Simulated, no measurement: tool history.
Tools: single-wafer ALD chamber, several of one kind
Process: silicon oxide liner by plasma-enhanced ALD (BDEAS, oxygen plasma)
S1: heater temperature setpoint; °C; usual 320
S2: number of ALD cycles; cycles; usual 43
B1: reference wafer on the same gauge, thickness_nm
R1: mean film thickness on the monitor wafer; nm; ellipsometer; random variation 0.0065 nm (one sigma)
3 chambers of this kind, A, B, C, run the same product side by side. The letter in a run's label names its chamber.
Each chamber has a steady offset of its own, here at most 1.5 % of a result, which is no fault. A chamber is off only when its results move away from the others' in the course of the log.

| run | hour | S1 | S2 | B1 | R1 |
|---|---|---|---|---|---|
| 1C | 8.8 | 320 | 43 | 3.1616 | 3.8748 |
| 2A | 17.3 | 320 | 43 | 3.1606 | 3.9240 |
| 3B | 23.0 | 320 | 43 | 3.1615 | 3.9325 |
| 4B | 32.0 | 320 | 43 | 3.1630 | 3.9353 |
| 5C | 36.9 | 320 | 43 | 3.1625 | 3.8741 |
| 6A | 45.5 | 320 | 43 | 3.1627 | 3.9189 |
| 7A | 50.0 | 320 | 43 | 3.1636 | 3.9155 |
| 8B | 54.5 | 327 | 50 | 3.1648 | 4.5296 |
| 9C | 61.1 | 327 | 50 | 3.1656 | 4.4610 |
| 10A | 65.3 | 327 | 50 | 3.1647 | 4.5154 |
| 11B | 71.2 | 320 | 43 | 3.1669 | 3.9492 |
| 12C | 79.4 | 320 | 43 | 3.1659 | 3.8704 |
| 13C | 83.6 | 320 | 43 | 3.1664 | 3.8799 |
| 14A | 92.9 | 320 | 43 | 3.1664 | 3.9262 |
| 15B | 98.9 | 320 | 43 | 3.1687 | 3.9396 |
| 16C | 104.3 | 320 | 43 | 3.1692 | 3.8762 |
| 17B | 110.5 | 320 | 43 | 3.1687 | 3.9628 |
| 18A | 115.5 | 320 | 43 | 3.1684 | 3.9167 |
| 19C | 122.2 | 320 | 43 | 3.1683 | 3.8721 |
| 20B | 126.5 | 320 | 43 | 3.1710 | 3.9541 |
| 21A | 131.8 | 320 | 43 | 3.1693 | 3.9262 |
| 22C | 141.2 | 320 | 47 | 3.1700 | 4.2596 |
| 23B | 147.4 | 320 | 47 | 3.1698 | 4.3166 |
| 24A | 153.3 | 320 | 47 | 3.1719 | 4.3012 |
| 25C | 162.3 | 320 | 35 | 3.1738 | 3.1526 |
| 26A | 167.1 | 320 | 35 | 3.1731 | 3.2100 |
| 27B | 176.2 | 320 | 35 | 3.1724 | 3.2288 |
| 28C | 184.5 | 320 | 43 | 3.1749 | 3.8832 |
| 29B | 190.6 | 320 | 43 | 3.1754 | 3.9516 |
| 30A | 197.8 | 320 | 43 | 3.1767 | 3.9395 |
| 31A | 205.5 | 320 | 43 | 3.1759 | 3.9444 |
| 32B | 210.5 | 320 | 43 | 3.1757 | 3.9536 |
| 33C | 216.8 | 333 | 51 | 3.1775 | 4.5185 |
| 34C | 222.0 | 333 | 51 | 3.1776 | 4.5322 |
| 35A | 230.7 | 333 | 51 | 3.1800 | 4.5815 |
| 36B | 239.7 | 328 | 43 | 3.1774 | 3.9198 |
| 37A | 244.0 | 328 | 43 | 3.1776 | 3.8911 |
| 38B | 248.8 | 328 | 43 | 3.1813 | 3.9199 |
| 39C | 256.7 | 320 | 43 | 3.1795 | 3.8959 |
| 40A | 263.1 | 320 | 43 | 3.1812 | 3.9474 |
| 41C | 271.7 | 320 | 43 | 3.1807 | 3.8944 |

Is one chamber off against the others, does the gauge drift, or is nothing wrong? If a chamber is off, say which, and what the likeliest cause is.

The gauge drifts, so all chambers seem to drift together. No chamber is off.
Cause: gauge reads high (%) = 0.689.
